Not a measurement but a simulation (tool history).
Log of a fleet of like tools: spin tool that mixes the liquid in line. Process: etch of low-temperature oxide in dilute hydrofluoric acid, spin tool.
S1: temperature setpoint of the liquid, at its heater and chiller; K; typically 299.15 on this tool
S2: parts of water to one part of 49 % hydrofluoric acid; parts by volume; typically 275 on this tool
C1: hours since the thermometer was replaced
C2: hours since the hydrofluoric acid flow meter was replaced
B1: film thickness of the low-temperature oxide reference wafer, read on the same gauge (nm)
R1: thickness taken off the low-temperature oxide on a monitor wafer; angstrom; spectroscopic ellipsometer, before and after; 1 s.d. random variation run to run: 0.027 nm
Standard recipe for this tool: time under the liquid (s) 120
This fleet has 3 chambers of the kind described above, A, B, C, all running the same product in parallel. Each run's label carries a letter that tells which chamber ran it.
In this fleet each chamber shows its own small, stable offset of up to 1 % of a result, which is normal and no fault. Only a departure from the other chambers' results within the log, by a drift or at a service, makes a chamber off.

Run 1B, day 0.304: usual settings; C1 267.2; C2 782.1; B1 90.023. Result: R1 44.962 angstrom.
Run 2C, day 0.712: usual settings; C1 88.5; C2 309.8; B1 89.967. Result: R1 44.585 angstrom.
Run 3A, day 1.121: usual settings; C1 358.0; C2 409.4; B1 89.970. Result: R1 44.569 angstrom.
Run 4C, day 1.462: usual settings; C1 106.5; C2 327.8; B1 89.969. Result: R1 45.446 angstrom.
At day 1.650: chamber B: hydrofluoric acid flow meter replaced.
Run 5A, day 1.812: usual settings; C1 374.6; C2 426.0; B1 90.038. Result: R1 44.282 angstrom.
Run 6B, day 2.129: usual settings; C1 311.0; C2 11.5; B1 89.975. Result: R1 45.026 angstrom.
Run 7B, day 2.600: usual settings; C1 322.3; C2 22.8; B1 90.030. Result: R1 44.863 angstrom.
Run 8C, day 2.904: usual settings; C1 141.1; C2 362.4; B1 89.982. Result: R1 44.636 angstrom.
Run 9A, day 3.417: usual settings; C1 413.1; C2 464.5; B1 90.016. Result: R1 44.781 angstrom.
Run 10B, day 3.712: usual settings; C1 349.0; C2 49.5; B1 90.025. Result: R1 44.796 angstrom.
Run 11A, day 4.308: usual settings; C1 434.5; C2 485.9; B1 90.004. Result: R1 44.285 angstrom.
Run 12C, day 4.700: usual settings; C1 184.2; C2 405.5; B1 90.007. Result: R1 45.009 angstrom.
Run 13C, day 5.138: usual settings; C1 194.7; C2 416.0; B1 90.011. Result: R1 44.423 angstrom.
Run 14A, day 5.562: usual settings but time under the liquid (s) 180; C1 464.6; C2 516.0; B1 89.972. Result: R1 67.121 angstrom.
Run 15B, day 5.917: usual settings but time under the liquid (s) 180; C1 401.9; C2 102.4; B1 89.980. Result: R1 67.316 angstrom.
Run 16B, day 6.312: usual settings but time under the liquid (s) 180; C1 411.4; C2 111.9; B1 89.961. Result: R1 67.524 angstrom.
Run 17C, day 6.779: usual settings; C1 234.1; C2 455.4; B1 90.003. Result: R1 45.137 angstrom.
Run 18A, day 7.275: usual settings; C1 505.7; C2 557.1; B1 89.932. Result: R1 44.737 angstrom.
Run 19A, day 7.688: usual settings; C1 515.6; C2 567.0; B1 89.994. Result: R1 44.274 angstrom.
Run 20B, day 7.988: usual settings; C1 451.6; C2 152.1; B1 89.979. Result: R1 45.215 angstrom.

Has any chamber moved away from the others, gradually or after a service, or does the common gauge drift, or do the chambers differ only by their own small steady offsets? State the chamber and the most likely cause if one applies.

Nothing is wrong: each chamber keeps only its own small, steady offset and the gauge holds still.
